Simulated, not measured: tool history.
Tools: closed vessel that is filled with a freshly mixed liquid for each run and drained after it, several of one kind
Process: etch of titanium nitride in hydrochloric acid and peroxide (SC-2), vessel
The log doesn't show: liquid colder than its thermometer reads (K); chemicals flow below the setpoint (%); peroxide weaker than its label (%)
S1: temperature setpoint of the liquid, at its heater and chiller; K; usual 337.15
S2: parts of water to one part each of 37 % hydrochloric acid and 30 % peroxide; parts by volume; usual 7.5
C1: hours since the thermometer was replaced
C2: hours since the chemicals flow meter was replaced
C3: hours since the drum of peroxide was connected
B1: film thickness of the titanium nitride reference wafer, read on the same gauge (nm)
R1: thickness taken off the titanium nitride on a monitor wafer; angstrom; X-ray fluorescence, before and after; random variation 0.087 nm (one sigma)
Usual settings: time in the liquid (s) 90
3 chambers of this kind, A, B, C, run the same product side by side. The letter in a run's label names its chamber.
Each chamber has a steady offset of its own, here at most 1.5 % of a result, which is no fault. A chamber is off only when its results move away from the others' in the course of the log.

{"run": "1C", "hour": 6.4, "S1": 337.15, "S2": 7.5, "time in the liquid (s)": 90, "C1": 416.7, "C2": 624.5, "C3": 878.4, "B1": 99.972, "R1": 108.95}
{"run": "2A", "hour": 17.6, "S1": 337.15, "S2": 7.5, "time in the liquid (s)": 90, "C1": 385, "C2": 1362.7, "C3": 345.4, "B1": 100.01, "R1": 109.12}
{"run": "3B", "hour": 31.3, "S1": 337.15, "S2": 7.5, "time in the liquid (s)": 90, "C1": 1014.9, "C2": 1139.7, "C3": 1011.5, "B1": 99.996, "R1": 108.26}
{"run": "4A", "hour": 45.7, "S1": 337.15, "S2": 7.5, "time in the liquid (s)": 90, "C1": 413.1, "C2": 1390.8, "C3": 373.5, "B1": 100.01, "R1": 108.24}
{"hour": 48.9, "done": "chamber B: chemicals flow meter replaced"}
{"run": "5B", "hour": 57.1, "S1": 337.15, "S2": 7.5, "time in the liquid (s)": 90, "C1": 1040.7, "C2": 8.2, "C3": 1037.3, "B1": 100, "R1": 109.14}
{"run": "6C", "hour": 67.2, "S1": 337.15, "S2": 7.5, "time in the liquid (s)": 90, "C1": 477.5, "C2": 685.3, "C3": 939.2, "B1": 99.973, "R1": 108.91}
{"run": "7C", "hour": 76.3, "S1": 337.15, "S2": 7.5, "time in the liquid (s)": 90, "C1": 486.6, "C2": 694.4, "C3": 948.3, "B1": 99.985, "R1": 108.1}
{"run": "8B", "hour": 87.9, "S1": 337.15, "S2": 7.5, "time in the liquid (s)": 90, "C1": 1071.5, "C2": 39, "C3": 1068.1, "B1": 100.02, "R1": 109.78}
{"run": "9A", "hour": 98.8, "S1": 337.15, "S2": 7.5, "time in the liquid (s)": 90, "C1": 466.2, "C2": 1443.9, "C3": 426.6, "B1": 99.995, "R1": 108.11}
{"run": "10B", "hour": 109.9, "S1": 337.15, "S2": 7.5, "time in the liquid (s)": 90, "C1": 1093.5, "C2": 61, "C3": 1090.1, "B1": 100.02, "R1": 108.45}
{"run": "11A", "hour": 122.9, "S1": 337.15, "S2": 7.5, "time in the liquid (s)": 90, "C1": 490.3, "C2": 1468, "C3": 450.7, "B1": 99.996, "R1": 109.2}
{"run": "12C", "hour": 130.0, "S1": 337.15, "S2": 7.5, "time in the liquid (s)": 90, "C1": 540.3, "C2": 748.1, "C3": 1002, "B1": 100.01, "R1": 106.99}
{"run": "13A", "hour": 138.9, "S1": 337.15, "S2": 7.5, "time in the liquid (s)": 90, "C1": 506.3, "C2": 1484, "C3": 466.7, "B1": 100, "R1": 108.74}
{"run": "14B", "hour": 149.6, "S1": 337.15, "S2": 7.5, "time in the liquid (s)": 90, "C1": 1133.2, "C2": 100.7, "C3": 1129.8, "B1": 99.999, "R1": 109.71}
{"run": "15C", "hour": 158.6, "S1": 337.15, "S2": 7.5, "time in the liquid (s)": 90, "C1": 568.9, "C2": 776.7, "C3": 1030.6, "B1": 99.987, "R1": 105.94}
{"run": "16B", "hour": 166.5, "S1": 337.15, "S2": 7.5, "time in the liquid (s)": 90, "C1": 1150.1, "C2": 117.6, "C3": 1146.7, "B1": 100.01, "R1": 106.88}
{"run": "17C", "hour": 177.7, "S1": 337.15, "S2": 7.5, "time in the liquid (s)": 90, "C1": 588, "C2": 795.8, "C3": 1049.7, "B1": 100.01, "R1": 105.45}
{"run": "18A", "hour": 190.5, "S1": 337.15, "S2": 7.5, "time in the liquid (s)": 90, "C1": 557.9, "C2": 1535.6, "C3": 518.3, "B1": 99.98, "R1": 108.51}
{"run": "19B", "hour": 197.5, "S1": 337.15, "S2": 7.5, "time in the liquid (s)": 125, "C1": 1181.1, "C2": 148.6, "C3": 1177.7, "B1": 100.01, "R1": 150.56}
{"run": "20C", "hour": 206.5, "S1": 337.15, "S2": 7.5, "time in the liquid (s)": 125, "C1": 616.8, "C2": 824.6, "C3": 1078.5, "B1": 99.96, "R1": 146.64}
{"run": "21A", "hour": 220.6, "S1": 337.15, "S2": 7.5, "time in the liquid (s)": 125, "C1": 588, "C2": 1565.7, "C3": 548.4, "B1": 100.01, "R1": 147.6}
{"run": "22C", "hour": 228.0, "S1": 337.15, "S2": 7.5, "time in the liquid (s)": 90, "C1": 638.3, "C2": 846.1, "C3": 1100, "B1": 100.03, "R1": 103.92}
{"hour": 231.1, "done": "chamber B: thermometer replaced"}
{"run": "23B", "hour": 239.4, "S1": 337.15, "S2": 7.5, "time in the liquid (s)": 90, "C1": 8.3, "C2": 190.5, "C3": 1219.6, "B1": 100, "R1": 108.43}
{"run": "24A", "hour": 250.9, "S1": 337.15, "S2": 7.5, "time in the liquid (s)": 90, "C1": 618.3, "C2": 1596, "C3": 578.7, "B1": 99.982, "R1": 106.76}
{"run": "25C", "hour": 263.3, "S1": 337.15, "S2": 7.5, "time in the liquid (s)": 90, "C1": 673.6, "C2": 881.4, "C3": 1135.3, "B1": 100, "R1": 102.94}
{"run": "26A", "hour": 273.2, "S1": 337.15, "S2": 7.5, "time in the liquid (s)": 90, "C1": 640.6, "C2": 1618.3, "C3": 601, "B1": 99.984, "R1": 107.98}
{"run": "27B", "hour": 282.4, "S1": 337.15, "S2": 7.5, "time in the liquid (s)": 90, "C1": 51.3, "C2": 233.5, "C3": 1262.6, "B1": 99.994, "R1": 110}
{"run": "28B", "hour": 296.4, "S1": 341.15, "S2": 7.5, "time in the liquid (s)": 90, "C1": 65.3, "C2": 247.5, "C3": 1276.6, "B1": 99.993, "R1": 138.48}
{"run": "29C", "hour": 304.7, "S1": 341.15, "S2": 7.5, "time in the liquid (s)": 90, "C1": 715, "C2": 922.8, "C3": 1176.7, "B1": 100.01, "R1": 129.42}
{"run": "30A", "hour": 311.3, "S1": 341.15, "S2": 7.5, "time in the liquid (s)": 90, "C1": 678.7, "C2": 1656.4, "C3": 639.1, "B1": 99.963, "R1": 137.05}
{"hour": 320.7, "done": "chamber A: chemicals flow meter replaced"}
{"run": "31B", "hour": 324.0, "S1": 337.15, "S2": 7.5, "time in the liquid (s)": 90, "C1": 92.9, "C2": 275.1, "C3": 1304.2, "B1": 99.979, "R1": 108.13}
{"run": "32A", "hour": 337.1, "S1": 337.15, "S2": 7.5, "time in the liquid (s)": 90, "C1": 704.5, "C2": 16.5, "C3": 664.9, "B1": 99.989, "R1": 109.39}
{"run": "33C", "hour": 345.4, "S1": 337.15, "S2": 7.5, "time in the liquid (s)": 90, "C1": 755.7, "C2": 963.5, "C3": 1217.4, "B1": 99.991, "R1": 100.56}
{"run": "34C", "hour": 352.0, "S1": 337.15, "S2": 7.5, "time in the liquid (s)": 90, "C1": 762.3, "C2": 970.1, "C3": 1224, "B1": 99.996, "R1": 99.909}

All 3 chambers run these settings next. Forecast each chamber's results:
{"run": "35A", "hour": 362.4, "S1": 337.15, "S2": 7.5, "time in the liquid (s)": 90, "R1": "?"}
{"run": "35B", "hour": 362.4, "S1": 337.15, "S2": 7.5, "time in the liquid (s)": 90, "R1": "?"}
{"run": "35C", "hour": 362.4, "S1": 337.15, "S2": 7.5, "time in the liquid (s)": 90, "R1": "?"}

run=35A R1=106.79
run=35B R1=109.01
run=35C R1=99.654

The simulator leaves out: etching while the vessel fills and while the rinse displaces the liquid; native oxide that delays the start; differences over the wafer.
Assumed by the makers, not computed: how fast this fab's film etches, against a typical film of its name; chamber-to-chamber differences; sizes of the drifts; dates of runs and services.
